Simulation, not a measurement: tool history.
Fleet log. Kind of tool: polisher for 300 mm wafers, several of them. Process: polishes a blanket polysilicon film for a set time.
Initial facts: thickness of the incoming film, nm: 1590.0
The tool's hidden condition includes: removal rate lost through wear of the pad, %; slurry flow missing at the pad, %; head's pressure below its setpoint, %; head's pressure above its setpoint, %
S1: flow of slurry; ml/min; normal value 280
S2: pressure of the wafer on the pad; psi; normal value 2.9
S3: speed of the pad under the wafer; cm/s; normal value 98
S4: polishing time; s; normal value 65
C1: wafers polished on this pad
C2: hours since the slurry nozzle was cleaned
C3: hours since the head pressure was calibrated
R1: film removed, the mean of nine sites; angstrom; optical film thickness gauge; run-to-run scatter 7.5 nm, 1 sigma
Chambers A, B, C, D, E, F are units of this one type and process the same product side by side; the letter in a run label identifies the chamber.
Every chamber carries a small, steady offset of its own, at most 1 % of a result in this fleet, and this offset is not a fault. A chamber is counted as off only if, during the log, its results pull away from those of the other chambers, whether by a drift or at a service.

run	hour	S1	S2	S3	S4	C1	C2	C3	R1
1D	9.4	280	2.9	98	65	139	45.9	465.8	5911.6
2A	19.1	280	2.9	98	65	509	219.4	1019.3	6074.2
# hour 21.6: chamber E: worn pad replaced by a new one
3C	25.8	280	2.9	98	65	253	40.7	249	5871.3
4B	31.7	280	2.9	98	65	592	384.5	582.1	5993.5
# hour 34.3: chamber B: worn pad replaced by a new one
5E	37.9	280	2.9	98	65	116	57.1	647.2	5954.4
# hour 39.5: chamber F: worn pad replaced by a new one
6F	45	280	2.9	98	65	39	386.3	62.8	6068.8
# hour 54: chamber A: slurry nozzle cleaned
7E	55.1	280	2.9	98	81	238	74.3	664.4	7528.3
8D	62.1	280	2.9	98	81	513	98.6	518.5	7384.7
# hour 63.4: chamber D: worn pad replaced by a new one
# hour 68.5: chamber A: worn pad replaced by a new one
9C	70.1	280	2.9	98	81	567	85	293.3	7474.4
# hour 80.5: chamber E: head pressure recalibrated
10B	81.2	280	2.9	98	81	333	434	631.6	7436.8
11F	90.6	280	2.9	98	81	363	431.9	108.4	7428.6
12A	100.2	280	2.9	98	81	225	46.2	1100.4	7282.4
# hour 105.2: chamber C: worn pad replaced by a new one
# hour 109.9: chamber B: worn pad replaced by a new one
13C	110.4	280	2.9	98	65	37	125.3	333.6	5806.3
14A	119	280	2.9	98	65	358	65	1119.2	5976.4
# hour 126: chamber F: worn pad replaced by a new one
15F	130.5	280	2.9	98	65	32	471.8	148.3	6043.4
16E	136.9	280	2.9	98	65	818	156.1	56.5	6156
17B	146	280	2.9	98	65	256	498.8	696.4	5909.2
# hour 151.5: chamber D: worn pad replaced by a new one
18D	155.4	280	2.9	68	85	27	191.9	611.8	5382
# hour 160.2: chamber E: worn pad replaced by a new one
19E	164.1	280	2.9	68	85	28	183.3	83.7	5403.1
# hour 174.8: chamber D: head pressure recalibrated
20F	175.2	280	2.9	68	85	349	516.5	193	5548.4
# hour 176.9: chamber C: slurry nozzle cleaned
21A	185.4	280	2.9	68	85	829	131.4	1185.6	5414.3
22C	192	280	2.9	68	85	616	15.2	415.2	5446.6
# hour 195.9: chamber B: worn pad replaced by a new one
# hour 198.3: chamber B: slurry nozzle cleaned
# hour 198.7: chamber A: worn pad replaced by a new one
# hour 203.5: chamber C: worn pad replaced by a new one
23B	203.5	280	2.9	68	85	54	5.3	753.9	5429.2
24D	208.9	370	2.4	98	65	407	245.4	34.1	5135.6
# hour 212: chamber F: worn pad replaced by a new one
25F	216.8	370	2.4	98	65	34	558.1	234.6	5122.9
26C	224.2	370	2.4	98	65	147	47.4	447.4	4988.5
# hour 226: chamber D: worn pad replaced by a new one
27E	234.6	370	2.4	98	65	528	253.8	154.2	5065.5
28D	245.3	370	2.4	98	65	137	281.8	70.5	4896.8
# hour 250.7: chamber C: head pressure recalibrated
29B	254.7	370	2.4	98	65	417	56.5	805.1	5052.9
30A	261.5	280	2.9	98	65	446	207.5	1261.7	5901
31A	272.3	280	2.9	98	65	522	218.3	1272.5	6063.6
# hour 277.1: chamber B: worn pad replaced by a new one
32F	283.4	280	2.9	98	65	507	624.7	301.2	6031.9
# hour 288.5: chamber E: worn pad replaced by a new one
33E	294.4	280	2.9	98	65	41	313.6	214	6105.5
# hour 296.7: chamber F: worn pad replaced by a new one
# hour 304.4: chamber D: worn pad replaced by a new one
# hour 305: chamber C: worn pad replaced by a new one
34C	306	280	2.9	98	65	7	129.2	55.3	5911.8
35D	314.5	280	2.9	98	65	71	351	139.7	6012.1
# hour 317.5: chamber A: worn pad replaced by a new one
36B	322.3	280	2.9	98	65	320	124.1	872.7	5951.7
# hour 324: chamber A: slurry nozzle cleaned
37D	333.7	280	2.9	98	65	208	370.2	158.9	5929.4
38B	340.7	280	2.9	116	56	451	142.5	891.1	6097
39F	347.7	280	2.9	116	56	362	689	365.5	6213.8
40E	352.8	280	2.9	116	56	456	372	272.4	6110.4
41A	360	280	2.9	116	56	302	36	1360.2	6109.2
42C	369.4	280	2.9	116	56	457	192.6	118.7	6098
43E	376.7	280	2.9	116	56	626	395.9	296.3	6158.8

Decide between three cases: one chamber stands off from its peers, the gauge reading all wafers drifts, or nothing is wrong past each chamber's small offset. Where a chamber is off, say which and what most likely put it there.

No chamber stands off beyond its own small offset, and the gauge holds steady.

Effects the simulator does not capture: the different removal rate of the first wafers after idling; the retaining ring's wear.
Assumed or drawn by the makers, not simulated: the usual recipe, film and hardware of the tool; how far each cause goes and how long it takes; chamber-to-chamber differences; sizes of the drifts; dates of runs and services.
